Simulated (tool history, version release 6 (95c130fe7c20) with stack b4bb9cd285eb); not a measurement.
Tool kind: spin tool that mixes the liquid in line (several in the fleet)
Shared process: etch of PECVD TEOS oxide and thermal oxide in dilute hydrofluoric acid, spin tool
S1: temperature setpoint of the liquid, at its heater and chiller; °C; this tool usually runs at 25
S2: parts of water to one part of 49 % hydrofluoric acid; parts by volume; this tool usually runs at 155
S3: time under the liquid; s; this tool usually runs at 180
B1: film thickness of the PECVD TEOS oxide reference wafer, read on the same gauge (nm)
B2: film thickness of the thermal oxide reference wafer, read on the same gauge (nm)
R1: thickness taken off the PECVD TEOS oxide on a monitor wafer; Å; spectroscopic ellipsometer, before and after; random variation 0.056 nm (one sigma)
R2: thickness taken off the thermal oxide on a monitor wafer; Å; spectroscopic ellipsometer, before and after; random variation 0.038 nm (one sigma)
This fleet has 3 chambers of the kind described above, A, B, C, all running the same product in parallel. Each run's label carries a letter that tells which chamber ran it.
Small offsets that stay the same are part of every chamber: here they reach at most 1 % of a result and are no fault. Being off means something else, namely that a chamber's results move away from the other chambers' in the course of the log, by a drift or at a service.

run     day  S1   S2   S3      B1       B2       R1      R2
 1C   0.283  25  155  180  60.005   99.995  106.850  52.052
 2B   0.612  25  155  180  59.989  100.010  106.540  51.807
 3A   0.942  25  155  180  60.032  100.000  104.790  52.390
      1.304  -- chamber C: thermometer replaced
 4A   1.425  25  155  180  60.034   99.994  105.110  51.966
 5B   1.925  21  125  180  59.989  100.010  115.770  55.999
 6C   2.217  21  125  180  59.964   99.997  115.790  57.077
 7B   2.512  21  125  180  60.006   99.993  117.200  56.018
 8C   2.875  25  155  180  60.029  100.000  107.250  52.278
 9A   3.317  25  155  180  59.985  100.010  105.330  51.961
10B   3.738  25  155  180  59.995  100.010  106.650  51.987
11C   4.021  25  155  180  60.030   99.971  106.960  51.757
12A   4.346  25  155  180  59.946  100.000  105.350  51.621
13B   4.621  25  155  180  59.989   99.993  106.180  51.554
14A   5.038  25  155  180  60.012  100.000  105.080  52.035
15C   5.488  25  155  180  59.956   99.975  105.690  51.373
16A   5.742  29  155  180  60.035  100.020  121.420  60.007
17C   6.238  29  155  180  60.008   99.978  123.690  59.969
18B   6.621  29  155  180  60.023   99.996  123.460  59.206
19A   6.850  25  155  180  60.026  100.000  105.590  51.302
20C   7.275  25  155  180  60.027  100.020  106.290  51.966
21B   7.517  25  155  180  60.042   99.999  107.790  52.000
22C   7.858  25  155  180  59.992   99.987  106.240  51.866
23B   8.333  25  155  180  59.991  100.000  106.770  51.515
24A   8.758  25  155  180  60.008  100.000  105.880  51.679
25A   9.067  25  155  145  59.969   99.999   85.157  41.840
26C   9.546  25  155  145  59.990   99.977   86.713  41.704
27B  10.012  25  155  145  59.962   99.983   85.874  41.123
28B  10.254  25  155  180  59.996  100.010  106.610  51.135
29A  10.721  25  155  180  59.993  100.000  105.860  51.542
30C  10.975  25  195   85  60.040   99.999   38.506  18.649

Does one chamber stand apart from the rest, does the shared gauge drift, or is all well apart from small per-chamber offsets? Give the chamber and the most likely cause, where there is one.

Neither any chamber nor the gauge drifts; the chambers differ only by their own small, steady offsets.
